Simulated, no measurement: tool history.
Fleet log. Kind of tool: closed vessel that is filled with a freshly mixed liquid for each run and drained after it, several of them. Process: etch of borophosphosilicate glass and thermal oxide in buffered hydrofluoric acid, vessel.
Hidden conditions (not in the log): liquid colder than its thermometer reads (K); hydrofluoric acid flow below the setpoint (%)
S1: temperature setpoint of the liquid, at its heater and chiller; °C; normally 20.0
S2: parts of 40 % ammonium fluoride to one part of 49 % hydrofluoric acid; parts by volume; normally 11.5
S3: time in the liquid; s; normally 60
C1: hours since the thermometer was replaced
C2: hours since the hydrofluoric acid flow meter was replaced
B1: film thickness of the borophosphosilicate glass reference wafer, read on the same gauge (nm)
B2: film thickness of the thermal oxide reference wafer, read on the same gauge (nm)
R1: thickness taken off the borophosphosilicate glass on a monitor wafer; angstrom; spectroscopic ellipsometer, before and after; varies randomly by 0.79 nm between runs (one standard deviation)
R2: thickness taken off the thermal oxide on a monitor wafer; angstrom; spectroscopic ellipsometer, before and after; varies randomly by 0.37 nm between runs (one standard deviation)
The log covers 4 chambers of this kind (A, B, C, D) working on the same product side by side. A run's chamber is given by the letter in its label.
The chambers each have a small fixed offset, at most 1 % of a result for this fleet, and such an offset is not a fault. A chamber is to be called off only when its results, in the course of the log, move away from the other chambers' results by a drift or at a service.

run   hour    S1    S2  S3      C1      C2      B1      B2      R1      R2
 1D    9.5  20.0  11.5  60   305.5  1217.0  119.98  150.00  843.56  476.01
 2A   21.3  20.0  11.5  60   747.4  1303.3  120.01  149.99  850.61  474.90
 3C   28.4  20.0  11.5  60  2378.5   114.8  119.99  150.02  856.73  482.74
 4B   40.9  20.0  11.5  60   963.0  1271.2  119.98  149.99  857.88  476.75
 5C   47.3  20.0  11.5  60  2397.4   133.7  120.02  150.01  861.27  485.47
 6D   59.8  20.0  11.5  60   355.8  1267.3  120.01  150.00  865.26  476.00
 7A   73.2  21.5  11.5  60   799.3  1355.2  119.98  149.98  913.43  522.94
 8B   81.3  21.5  11.5  60  1003.4  1311.6  119.98  150.02  950.97  518.79
 9B   93.2  21.5  11.5  60  1015.3  1323.5  119.99  150.00  932.73  522.19
10A  101.5  21.5  11.5  60   827.6  1383.5  119.98  150.04  918.41  524.64
11C  110.2  20.0  11.5  60  2460.3   196.6  120.00  150.00  855.65  474.78
12D  123.0  20.0  11.5  60   419.0  1330.5  119.99  149.99  856.32  479.46
     123.4  -- chamber C: thermometer replaced
13D  135.8  20.0  11.5  60   431.8  1343.3  119.99  149.98  852.93  475.24
14B  144.0  20.0  11.5  60  1066.1  1374.3  120.01  150.00  848.99  481.94
15A  151.0  20.0  11.5  60   877.1  1433.0  119.99  150.00  848.00  474.17
16C  163.0  20.0  11.5  60    39.7   249.4  120.01  149.97  859.25  481.09
17D  174.7  20.0  11.5  60   470.7  1382.2  119.98  149.99  843.15  479.76
18C  185.8  20.0  11.5  60    62.5   272.2  120.02  150.02  860.04  478.30
19A  194.4  20.0  11.5  60   920.5  1476.4  120.01  150.02  860.65  468.19
20B  201.8  20.0  11.5  60  1123.9  1432.1  120.00  150.01  859.20  477.18
21B  213.5  20.0  11.5  60  1135.6  1443.8  120.02  149.99  845.48  478.52
     214.0  -- chamber A: hydrofluoric acid flow meter replaced
22D  227.9  20.0  11.5  60   523.9  1435.4  120.01  150.03  842.11  475.57
23A  239.9  20.0  11.5  60   966.0    26.0  119.97  149.98  848.17  478.01
24C  249.1  20.0  11.5  60   125.8   335.5  120.00  150.00  845.82  473.79
25C  257.7  20.0  11.5  60   134.4   344.1  119.97  150.01  857.25  481.63
26B  271.2  20.0  11.5  60  1193.3  1501.5  120.00  149.98  866.50  473.94
27A  281.6  20.0  11.5  60  1007.7    67.7  120.02  149.99  872.77  478.47
28D  289.3  20.0  11.5  60   585.3  1496.8  120.03  149.97  846.99  481.00
29C  296.7  20.0  11.5  60   173.4   383.1  119.98  150.01  843.47  485.28
30D  308.0  20.0  11.5  60   604.0  1515.5  120.00  149.99  843.34  476.83

Read the log: is a single chamber off, either drifting away or since a service, is the gauge that measures every chamber drifting, or is nothing wrong beyond small per-chamber offsets? Name any odd chamber and what most likely caused it.

No chamber is off and the gauge is stable; the differences are just each chamber's small, constant offset.
